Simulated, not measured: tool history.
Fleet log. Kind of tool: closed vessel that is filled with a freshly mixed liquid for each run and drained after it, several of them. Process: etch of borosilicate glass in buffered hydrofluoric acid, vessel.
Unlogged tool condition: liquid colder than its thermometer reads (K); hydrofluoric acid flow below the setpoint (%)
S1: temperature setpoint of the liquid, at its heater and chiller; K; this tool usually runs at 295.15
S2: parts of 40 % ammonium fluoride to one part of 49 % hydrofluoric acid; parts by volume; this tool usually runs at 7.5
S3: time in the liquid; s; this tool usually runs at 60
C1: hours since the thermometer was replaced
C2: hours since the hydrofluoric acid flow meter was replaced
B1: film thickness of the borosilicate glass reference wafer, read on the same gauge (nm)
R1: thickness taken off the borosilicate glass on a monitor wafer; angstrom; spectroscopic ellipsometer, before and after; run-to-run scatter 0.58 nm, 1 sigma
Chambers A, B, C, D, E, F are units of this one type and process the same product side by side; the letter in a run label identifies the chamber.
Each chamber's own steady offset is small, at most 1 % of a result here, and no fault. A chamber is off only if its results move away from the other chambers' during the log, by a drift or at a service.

run,hour,S1,S2,S3,C1,C2,B1,R1
1A,2.9,295.15,7.5,60,471.0,128.4,40.006,938.93
# hour 3.3: chamber F: hydrofluoric acid flow meter replaced
2F,6.0,295.15,7.5,60,485.5,2.8,40.002,941.70
3B,10.8,295.15,7.5,60,1141.8,1161.3,40.019,945.53
4C,14.0,295.15,7.5,60,2446.5,472.2,40.011,939.05
5D,18.4,295.15,7.5,60,204.1,376.4,40.002,929.49
6E,21.2,295.15,7.5,60,2515.0,116.3,39.990,936.77
7E,24.8,295.15,7.5,60,2518.6,119.9,39.995,947.94
8B,29.1,295.15,7.5,60,1160.1,1179.6,40.003,957.63
9D,32.8,295.15,7.5,60,218.5,390.8,39.995,936.51
10A,35.4,295.15,7.5,60,503.5,160.9,39.990,949.86
11C,40.0,295.15,7.5,60,2472.5,498.2,39.989,944.74
12F,44.2,295.15,7.5,60,523.7,41.0,40.019,942.25
13E,49.4,295.15,7.5,60,2543.2,144.5,40.005,956.98
14D,54.6,295.15,7.5,60,240.3,412.6,40.011,936.30
15B,58.5,295.15,7.5,60,1189.5,1209.0,39.990,952.77
16A,63.6,295.15,7.5,60,531.7,189.1,39.996,934.46
17C,67.4,295.15,7.5,60,2499.9,525.6,39.999,943.70
18F,72.0,295.15,7.5,60,551.5,68.8,39.993,942.84
19A,74.6,295.15,7.5,60,542.7,200.1,39.975,941.46
20E,80.1,295.15,7.5,60,2573.9,175.2,39.985,933.99
21D,83.5,295.15,7.5,60,269.2,441.5,39.985,940.55
22B,87.7,295.15,7.5,60,1218.7,1238.2,40.012,939.58
# hour 88.1: chamber F: thermometer replaced
23C,91.9,295.15,7.5,60,2524.4,550.1,39.994,933.62
24F,95.3,295.15,7.5,60,7.2,92.1,39.990,952.64
25E,99.5,290.15,6.5,60,2593.3,194.6,40.011,828.06
26B,102.3,290.15,6.5,60,1233.3,1252.8,39.993,836.74
27C,108.1,290.15,6.5,60,2540.6,566.3,40.007,829.81
28F,113.2,290.15,6.5,60,25.1,110.0,40.003,836.25
29A,117.6,290.15,6.5,60,585.7,243.1,40.000,830.22
30D,120.3,290.15,6.5,60,306.0,478.3,40.011,815.03
31A,123.5,295.15,7.5,60,591.6,249.0,39.981,941.45
32F,128.3,295.15,7.5,60,40.2,125.1,40.000,946.98
33B,133.5,295.15,7.5,60,1264.5,1284.0,40.012,935.49
# hour 134.5: chamber C: thermometer replaced
34E,138.6,298.15,7.5,75,2632.4,233.7,39.999,1398.10
35C,141.3,298.15,7.5,75,6.9,599.5,40.015,1407.90
36D,146.4,298.15,7.5,75,332.1,504.4,39.992,1364.60
37F,151.8,298.15,7.5,75,63.7,148.6,39.995,1383.00
38C,157.1,298.15,7.5,75,22.7,615.3,39.999,1397.90
39E,161.7,298.15,7.5,75,2655.5,256.8,39.972,1378.60
40A,167.4,295.15,7.5,60,635.5,292.9,39.992,934.03

Decide between three cases: one chamber stands off from its peers, the gauge reading all wafers drifts, or nothing is wrong past each chamber's small offset. Where a chamber is off, say which and what most likely put it there.

No chamber stands off beyond its own small offset, and the gauge holds steady.

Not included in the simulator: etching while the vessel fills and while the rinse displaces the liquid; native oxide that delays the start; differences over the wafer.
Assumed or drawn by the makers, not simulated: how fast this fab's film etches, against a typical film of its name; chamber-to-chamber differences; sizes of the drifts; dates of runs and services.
